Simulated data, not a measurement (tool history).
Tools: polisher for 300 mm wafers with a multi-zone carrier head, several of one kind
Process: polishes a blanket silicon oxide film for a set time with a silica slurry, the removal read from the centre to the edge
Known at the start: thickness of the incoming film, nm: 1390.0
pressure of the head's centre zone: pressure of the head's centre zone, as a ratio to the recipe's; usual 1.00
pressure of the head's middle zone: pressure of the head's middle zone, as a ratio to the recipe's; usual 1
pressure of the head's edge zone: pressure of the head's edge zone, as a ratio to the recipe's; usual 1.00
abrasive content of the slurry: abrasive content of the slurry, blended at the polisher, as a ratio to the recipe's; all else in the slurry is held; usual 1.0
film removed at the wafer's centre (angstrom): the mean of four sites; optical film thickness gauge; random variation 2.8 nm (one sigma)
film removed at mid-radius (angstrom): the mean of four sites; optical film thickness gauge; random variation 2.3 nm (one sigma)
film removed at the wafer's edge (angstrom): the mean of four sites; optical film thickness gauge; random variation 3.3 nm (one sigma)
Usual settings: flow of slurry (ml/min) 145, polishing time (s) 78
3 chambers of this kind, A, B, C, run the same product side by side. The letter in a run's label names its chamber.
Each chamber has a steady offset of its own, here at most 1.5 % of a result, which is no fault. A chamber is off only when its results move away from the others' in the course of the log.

run	day	flow of slurry (ml/min)	pressure of the head's centre zone	pressure of the head's middle zone	pressure of the head's edge zone	abrasive content of the slurry	polishing time (s)	film removed at the wafer's centre (angstrom)	film removed at mid-radius (angstrom)	film removed at the wafer's edge (angstrom)
# day 0.067: chamber B: worn pad replaced by a new one
1A	0.267	145	1.00	1	1.00	1.0	78	2462.1	2432.0	2433.0
# day 0.300: chamber B: slurry nozzle cleaned
2B	0.458	145	1.00	1	1.00	1.0	78	2486.8	2440.3	2485.9
3C	0.638	145	1.00	1	1.00	1.0	78	2378.2	2451.3	2447.0
4A	0.767	145	1.00	1	1.00	1.0	78	2485.7	2409.2	2448.2
5B	1.038	145	1.00	1	1.00	1.0	78	2420.5	2413.5	2379.4
# day 1.196: chamber C: worn pad replaced by a new one
6C	1.258	145	1.00	1	1.00	1.0	78	2428.8	2470.7	2440.0
7B	1.542	145	1.00	1	1.00	1.0	78	2502.1	2468.8	2440.7
8C	1.671	145	1.00	1	1.00	1.0	78	2403.0	2449.1	2483.8
9A	1.812	145	1.00	1	1.00	1.0	78	2507.5	2469.1	2557.4
10A	1.979	145	1.00	1	1.00	1.0	78	2490.4	2456.6	2481.1
11B	2.150	145	1.00	1	1.00	1.0	78	2488.4	2462.5	2367.3
12C	2.429	165	1.12	1	1.00	1.0	78	2845.7	2548.6	2467.6
13A	2.675	165	1.12	1	1.00	1.0	78	2867.9	2520.7	2501.2
14C	2.825	165	1.12	1	1.00	1.0	78	2848.1	2491.2	2531.3
# day 2.946: chamber B: edge zone pressure recalibrated
15B	3.096	145	1.00	1	1.00	1.0	78	2491.4	2434.5	2427.8
16C	3.225	145	1.00	1	1.00	1.0	78	2465.7	2469.8	2466.6
17A	3.354	145	1.00	1	1.00	1.0	78	2530.1	2415.6	2476.5
# day 3.462: chamber C: centre zone pressure recalibrated
18B	3.592	145	1.00	1	1.00	1.0	78	2440.1	2486.5	2446.7
# day 3.688: chamber C: slurry nozzle cleaned
19A	3.762	145	1.00	1	1.00	1.0	78	2494.1	2427.7	2429.3
20B	4.017	145	1.00	1	1.00	1.0	78	2469.0	2449.4	2479.6
21C	4.246	145	1.00	1	1.00	1.0	78	2138.5	2449.4	2457.1
# day 4.408: chamber C: edge zone pressure recalibrated
22B	4.500	145	1.00	1	1.00	1.0	78	2444.6	2428.6	2398.7
23C	4.654	145	1.00	1	1.00	1.0	78	2097.8	2463.4	2432.0
24A	4.842	145	1.00	1	1.00	1.0	78	2475.2	2418.6	2485.5
25C	5.062	145	1.00	1	1.00	1.0	78	2106.5	2479.5	2434.0
# day 5.238: chamber C: worn pad replaced by a new one
26A	5.238	145	1.00	1	1.00	1.0	78	2480.9	2423.3	2441.9
27B	5.483	195	1.00	1	1.00	1.0	78	2608.8	2566.2	2583.2
28B	5.721	195	1.00	1	1.00	1.0	78	2553.8	2588.0	2541.1
29C	5.992	195	1.00	1	1.00	1.0	78	2239.4	2574.6	2538.4
# day 6.225: chamber A: worn pad replaced by a new one
30A	6.254	145	1.06	1	0.93	1.0	78	2627.6	2456.1	2386.0
31A	6.525	145	1.06	1	0.93	1.0	78	2615.5	2443.1	2293.2
32C	6.679	145	1.06	1	0.93	1.0	78	2250.2	2476.1	2396.6
33B	6.946	145	1.00	1	1.00	1.0	78	2469.3	2436.8	2488.2
34C	7.142	145	1.00	1	1.00	1.0	78	2082.1	2442.3	2508.8
# day 7.250: chamber B: worn pad replaced by a new one
35A	7.408	145	1.00	1	1.00	1.0	78	2498.9	2436.0	2491.3
36B	7.550	145	1.00	1	1.00	1.0	78	2430.0	2431.8	2443.8
37B	7.733	145	1.00	1	1.00	1.0	78	2430.7	2461.4	2388.3
38A	7.929	145	1.00	1	1.00	0.7	78	2076.2	2055.4	2047.6
# day 7.950: chamber A: slurry nozzle cleaned
39C	8.142	145	1.00	1	1.00	0.7	78	1749.9	2037.8	2060.1
40C	8.283	145	1.00	1	1.00	0.7	78	1779.6	2037.0	2001.3
41B	8.529	180	1.00	1	1.00	1.0	78	2568.6	2539.9	2515.2
42A	8.708	180	1.00	1	1.00	1.0	78	2545.5	2528.4	2580.8

Is one chamber off against the others, does the gauge drift, or is nothing wrong? If a chamber is off, say which, and what the likeliest cause is.

A service left chamber C off against the others.
Cause: centre zone's pressure below its setpoint, % = 11.5.

Here are 4 candidates for chamber C's next run, each the usual settings with a change, their results left as question marks. Which one brings its results back in line with what the others give on the usual settings?
In line means no further than this from the other chambers' mean on the usual settings: film removed at the wafer's centre (angstrom) 99.0; film removed at mid-radius (angstrom) 79.0; film removed at the wafer's edge (angstrom) 110.0
43C-1	8.912	140	0.89	1.03	1.03	1.0	77	?	?	?
43C-2	8.912	140	0.96	1.01	1.01	1.0	78	?	?	?
43C-3	8.912	155	1.12	0.97	0.97	1.0	79	?	?	?
43C-4	8.912	150	1.04	0.99	0.99	1.0	78	?	?	?

The other chambers' mean on the usual settings: film removed at the wafer's centre (angstrom) 2470.2; film removed at mid-radius (angstrom) 2446.2; film removed at the wafer's edge (angstrom) 2459.1
run	film removed at the wafer's centre (angstrom)	film removed at mid-radius (angstrom)	film removed at the wafer's edge (angstrom)
43C-1	1803.0	2488.0	2461.7
43C-2	1990.4	2473.9	2469.0
43C-3	2449.7	2459.3	2485.3
43C-4	2211.7	2460.5	2468.1
43C-3 brings the chamber back in line.
